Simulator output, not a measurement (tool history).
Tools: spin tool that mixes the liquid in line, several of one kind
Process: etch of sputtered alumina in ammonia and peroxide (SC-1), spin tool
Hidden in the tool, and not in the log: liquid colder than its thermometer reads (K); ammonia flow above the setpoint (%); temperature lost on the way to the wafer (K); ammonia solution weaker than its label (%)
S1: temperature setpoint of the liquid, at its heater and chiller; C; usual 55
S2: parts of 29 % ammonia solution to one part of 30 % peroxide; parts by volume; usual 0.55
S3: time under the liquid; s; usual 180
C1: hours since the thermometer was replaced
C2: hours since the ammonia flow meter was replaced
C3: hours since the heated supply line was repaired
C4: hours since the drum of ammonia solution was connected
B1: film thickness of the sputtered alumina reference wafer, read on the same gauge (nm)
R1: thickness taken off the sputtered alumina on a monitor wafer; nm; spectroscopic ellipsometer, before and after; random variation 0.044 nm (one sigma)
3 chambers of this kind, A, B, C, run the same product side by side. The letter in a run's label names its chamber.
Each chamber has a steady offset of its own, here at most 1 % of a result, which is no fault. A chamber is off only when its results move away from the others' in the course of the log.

run	day	S1	S2	S3	C1	C2	C3	C4	B1	R1
1C	0.342	55	0.55	180	1481.1	1138.0	833.6	534.1	39.998	12.4490
2B	0.500	55	0.55	180	383.7	916.2	1547.2	485.0	40.021	12.5140
3A	0.742	55	0.55	180	146.3	636.0	1352.9	852.1	39.993	12.5410
4A	0.971	55	0.55	180	151.8	641.5	1358.4	857.6	39.991	12.4690
5C	1.188	55	0.55	180	1501.4	1158.3	853.9	554.4	39.987	12.3960
6B	1.404	55	0.55	180	405.4	937.9	1568.9	506.7	40.005	12.4160
# day 1.417: chamber B: new drum of ammonia solution connected
7A	1.754	55	0.55	180	170.6	660.3	1377.2	876.4	40.024	12.5320
8B	2.062	55	0.55	180	421.2	953.7	1584.7	15.5	39.997	12.5460
9C	2.242	55	0.55	180	1526.7	1183.6	879.2	579.7	40.008	12.3920
10B	2.525	55	0.55	180	432.3	964.8	1595.8	26.6	39.992	12.4420
11C	2.871	55	0.55	180	1541.8	1198.7	894.3	594.8	40.017	12.4200
12A	3.125	55	0.55	180	203.5	693.2	1410.1	909.3	39.997	12.5770
13B	3.392	55	0.55	180	453.1	985.6	1616.6	47.4	40.020	12.4740
14A	3.596	55	0.55	180	214.8	704.5	1421.4	920.6	40.000	12.5140
15C	3.900	55	0.55	180	1566.5	1223.4	919.0	619.5	40.042	12.3320
16B	4.083	55	0.55	180	469.7	1002.2	1633.2	64.0	39.975	12.4640
17A	4.271	55	0.65	285	231.0	720.7	1437.6	936.8	40.027	20.0410
18C	4.508	55	0.65	285	1581.1	1238.0	933.6	634.1	40.013	19.7470
19B	4.775	55	0.65	285	486.3	1018.8	1649.8	80.6	40.000	20.1150
20C	5.004	59	0.55	180	1593.0	1249.9	945.5	646.0	40.019	15.1060
# day 5.196: chamber A: new drum of ammonia solution connected
21A	5.317	59	0.55	180	256.1	745.8	1462.7	2.9	39.981	15.4110
22B	5.679	59	0.55	180	508.0	1040.5	1671.5	102.3	40.006	15.4030
# day 5.846: chamber A: ammonia flow meter replaced
23A	5.975	55	0.55	180	271.9	3.2	1478.5	18.7	40.001	12.5580
24C	6.283	55	0.55	180	1623.7	1280.6	976.2	676.7	39.993	12.1870
25C	6.575	55	0.55	180	1630.7	1287.6	983.2	683.7	40.007	12.0310
26B	6.904	55	0.45	260	537.4	1069.9	1700.9	131.7	40.045	17.6520
27A	7.192	55	0.45	260	301.1	32.4	1507.7	47.9	40.018	17.7670
28C	7.450	55	0.45	260	1651.7	1308.6	1004.2	704.7	39.983	17.0400
29B	7.758	55	0.55	180	557.9	1090.4	1721.4	152.2	39.993	12.4990
30A	7.971	55	0.55	180	319.8	51.1	1526.4	66.6	40.029	12.6310
31A	8.212	55	0.55	180	325.6	56.9	1532.2	72.4	39.985	12.5090
32B	8.379	55	0.55	180	572.8	1105.3	1736.3	167.1	39.958	12.4360
33C	8.567	55	0.55	180	1678.5	1335.4	1031.0	731.5	40.010	11.8550

What goes on in this fleet: one chamber off, a drifting gauge, or nothing beyond the chambers' own small offsets? Name the chamber and the cause, if any.

Chamber C drifts away from the others.
Cause: temperature lost on the way to the wafer (K) = 0.919.
The log may not tell that from: liquid colder than its thermometer reads (K).

Here are 4 candidates for chamber C's next run, each the usual settings with a change, their results left as question marks. Which one brings its results back in line with what the others give on the usual settings?
In line means no further than this from the other chambers' mean on the usual settings: R1 0.1500 nm
34C-1	8.829	56.0	0.55	190						?
34C-2	8.829	55.0	0.55	190						?
34C-3	8.829	54.5	0.55	175						?
34C-4	8.829	53.0	0.55	180						?

The other chambers' mean on the usual settings: R1 12.5120 nm
run	R1
34C-1	13.1740
34C-2	12.4840
34C-3	11.1950
34C-4	10.6090
34C-2 brings the chamber back in line.

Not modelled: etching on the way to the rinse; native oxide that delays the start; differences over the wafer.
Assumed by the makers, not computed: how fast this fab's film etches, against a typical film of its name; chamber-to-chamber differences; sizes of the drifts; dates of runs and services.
